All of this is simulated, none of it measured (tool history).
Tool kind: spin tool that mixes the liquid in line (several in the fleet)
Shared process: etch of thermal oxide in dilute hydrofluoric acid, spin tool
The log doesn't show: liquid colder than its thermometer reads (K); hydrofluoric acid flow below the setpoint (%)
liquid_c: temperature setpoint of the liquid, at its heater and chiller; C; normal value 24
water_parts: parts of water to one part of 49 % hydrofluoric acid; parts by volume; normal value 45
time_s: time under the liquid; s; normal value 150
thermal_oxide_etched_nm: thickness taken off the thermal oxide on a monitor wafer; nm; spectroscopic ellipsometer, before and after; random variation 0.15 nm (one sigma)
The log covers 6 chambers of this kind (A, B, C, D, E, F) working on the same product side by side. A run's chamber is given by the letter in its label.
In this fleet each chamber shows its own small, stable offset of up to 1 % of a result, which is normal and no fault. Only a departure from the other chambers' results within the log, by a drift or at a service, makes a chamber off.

run	day	liquid_c	water_parts	time_s	hours since the thermometer was replaced	hours since the hydrofluoric acid flow meter was replaced	read-back film thickness of the thermal oxide reference wafer, read on the same gauge (nm)	thermal_oxide_etched_nm
1A	0.546	24	45	150	559	469.4	29.977	16.566
2B	1.021	24	45	150	1101.4	509.6	29.994	16.451
3D	1.367	24	45	150	879	2038.9	30.001	16.316
# day 1.462: chamber C: hydrofluoric acid flow meter replaced
4F	1.633	24	45	150	732.1	169.2	29.992	16.578
5E	1.879	24	45	150	590.6	2074	30.003	16.356
6C	2.129	24	45	150	596.5	16.1	29.989	16.785
7A	2.425	24	45	150	604.1	514.5	29.989	16.675
8E	2.896	24	45	150	615	2098.4	29.985	16.264
9C	3.262	24	45	150	623.7	43.3	29.986	16.528
10B	3.562	24	45	150	1162.4	570.6	30.001	16.402
# day 3.638: chamber D: thermometer replaced
11D	4.079	24	45	185	10.7	2104	29.994	20.101
12F	4.583	24	45	185	802.9	240	29.989	20.244
13E	5.129	24	45	185	668.6	2152	30.018	19.998
14A	5.525	24	45	185	678.5	588.9	29.996	20.619
15B	5.779	24	45	185	1215.6	623.8	30.008	20.103
16F	6.196	24	45	185	841.6	278.7	30.007	20.582
# day 6.421: chamber E: hydrofluoric acid flow meter replaced
17C	6.542	24	45	150	702.4	122	30.005	16.614
18D	6.967	24	45	150	80	2173.3	29.985	16.236
19E	7.45	24	45	150	724.3	24.7	30.004	16.604
20F	7.783	20.5	45	210	879.7	316.8	29.979	19.709
21B	8.071	20.5	45	210	1270.6	678.8	29.998	19.741
22C	8.338	20.5	45	210	745.5	165.1	30.011	20.03
23A	8.6	20.5	45	210	752.3	662.7	29.986	19.661
24D	8.95	20.5	45	210	127.6	2220.9	30.017	19.769
25B	9.483	20.5	45	210	1304.5	712.7	30.008	19.858
26E	9.938	24	45	150	784	84.4	29.966	16.492
27D	10.425	24	45	150	163	2256.3	29.981	16.374
28C	10.842	24	45	150	805.6	225.2	30.021	16.494
29F	11.3	24	45	150	964.1	401.2	29.976	16.402
30A	11.742	27.5	45	190	827.7	738.1	30.015	24.203
31D	12.079	27.5	45	190	202.7	2296	30.04	23.747
32B	12.438	27.5	45	190	1375.4	783.6	29.958	24.387
33A	12.804	27.5	45	190	853.2	763.6	30.018	24.119
34C	13.304	27.5	45	190	864.7	284.3	30.033	24.353
35E	13.608	27.5	45	190	872.1	172.5	29.974	23.92
36F	14.042	24	45	150	1029.9	467	29.962	16.39
37A	14.483	24	55	190	893.5	803.9	29.985	16.677
38F	14.988	24	55	190	1052.6	489.7	30.003	16.8
39D	15.471	24	55	190	284.1	2377.4	29.979	16.666
40E	15.854	24	55	190	926	226.4	29.996	16.682

All chambers now run identical settings, listed one chamber a line with results as question marks. What results will each chamber show?
41A	16.25	24	45	150				?
41B	16.25	24	45	150				?
41C	16.25	24	45	150				?
41D	16.25	24	45	150				?
41E	16.25	24	45	150				?
41F	16.25	24	45	150				?

run	thermal_oxide_etched_nm
41A	16.369
41B	16.581
41C	16.844
41D	16.174
41E	16.562
41F	16.426

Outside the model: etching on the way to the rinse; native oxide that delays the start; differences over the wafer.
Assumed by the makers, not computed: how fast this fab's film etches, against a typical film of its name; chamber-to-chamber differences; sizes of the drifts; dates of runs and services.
